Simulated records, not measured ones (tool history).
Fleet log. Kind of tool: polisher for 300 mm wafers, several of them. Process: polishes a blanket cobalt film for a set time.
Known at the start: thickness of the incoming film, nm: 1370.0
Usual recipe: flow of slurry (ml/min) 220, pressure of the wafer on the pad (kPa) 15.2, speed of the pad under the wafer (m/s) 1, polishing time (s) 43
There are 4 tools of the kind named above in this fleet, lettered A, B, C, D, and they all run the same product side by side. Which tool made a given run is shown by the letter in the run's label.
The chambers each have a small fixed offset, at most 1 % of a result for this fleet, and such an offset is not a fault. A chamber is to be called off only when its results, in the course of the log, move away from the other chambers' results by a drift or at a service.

run   hour  flow of slurry (ml/min)  pressure of the wafer on the pad (kPa)  speed of the pad under the wafer (m/s)  polishing time (s)  film removed (Å)
       1.2  -- chamber B: worn pad replaced by a new one
 1A    7.2                      220                                    15.2                                       1                  43            2841.5
 2B   13.8                      220                                    15.2                                       1                  43            2834.9
      19.3  -- chamber A: worn pad replaced by a new one
 3C   19.4                      220                                    15.2                                       1                  43            2888.3
      24.2  -- chamber C: worn pad replaced by a new one
 4D   25.9                      220                                    15.2                                       1                  43            2875.8
      32.5  -- chamber D: worn pad replaced by a new one
 5A   35.1                      220                                    15.2                                       1                  55            3633.9
 6B   42.4                      220                                    15.2                                       1                  55            3622.2
 7C   47.4                      220                                    15.2                                       1                  55            3716.3
 8D   52.7                      220                                    15.2                                       1                  55            3712.7
 9A   59.2                      220                                    15.2                                       1                  43            2856.9
10C   64.7                      220                                    15.2                                       1                  43            2836.3
11D   71.9                      220                                    15.2                                       1                  43            2878.7
      72.2  -- chamber C: worn pad replaced by a new one
      76.7  -- chamber A: worn pad replaced by a new one
12B   79.7                      220                                    15.2                                       1                  43            2837.2
13A   85.1                      220                                    15.2                                    0.82                  43            2350.9
14D   95.3                      220                                    15.2                                    0.82                  43            2354.7
      97.4  -- chamber C: head pressure recalibrated
15B  102.6                      220                                    15.2                                    0.82                  43            2344.4
16C  109.6                      220                                    15.2                                    0.82                  43            2348.5
     114.8  -- chamber C: worn pad replaced by a new one
17D  116.8                      220                                    15.2                                       1                  43            2804.2
     118.5  -- chamber B: worn pad replaced by a new one
18B  122.7                      220                                    15.2                                       1                  43            2882.5
19A    132                      220                                    15.2                                       1                  43            2841.6
     135.2  -- chamber A: worn pad replaced by a new one
20C  139.3                      220                                    15.2                                    1.14                  43            3261.9
     142.6  -- chamber A: slurry nozzle cleaned
21B  147.1                      220                                    15.2                                    1.14                  43            3240.6
     147.2  -- chamber D: worn pad replaced by a new one
     152.7  -- chamber C: worn pad replaced by a new one
22C  153.7                      220                                    15.2                                    1.14                  43            3260.7
     156.9  -- chamber B: head pressure recalibrated
23D  161.2                      220                                    15.2                                    1.14                  43            3322.9
24A  170.6                      220                                    15.2                                       1                  43            2858.3
25C  180.2                      220                                    15.2                                       1                  43            2860.4
26D  185.7                      220                                    15.2                                       1                  43            2884.2
27B  193.2                      220                                    15.2                                       1                  43            2824.4
     193.4  -- chamber C: worn pad replaced by a new one
28A    203                      220                                    15.2                                       1                  43              2878
29B  211.5                      295                                    15.2                                       1                  43            2940.7
30C  219.3                      295                                    15.2                                       1                  43              2922

For the next run the whole fleet of 4 chambers uses the same settings. Give each chamber's results:
31A  226.7                      220                                    15.2                                       1                  43                 ?
31B  226.7                      220                                    15.2                                       1                  43                 ?
31C  226.7                      220                                    15.2                                       1                  43                 ?
31D  226.7                      220                                    15.2                                       1                  43                 ?

run  film removed (Å)
31A            2849.9
31B            2846.5
31C            2882.4
31D            2815.2

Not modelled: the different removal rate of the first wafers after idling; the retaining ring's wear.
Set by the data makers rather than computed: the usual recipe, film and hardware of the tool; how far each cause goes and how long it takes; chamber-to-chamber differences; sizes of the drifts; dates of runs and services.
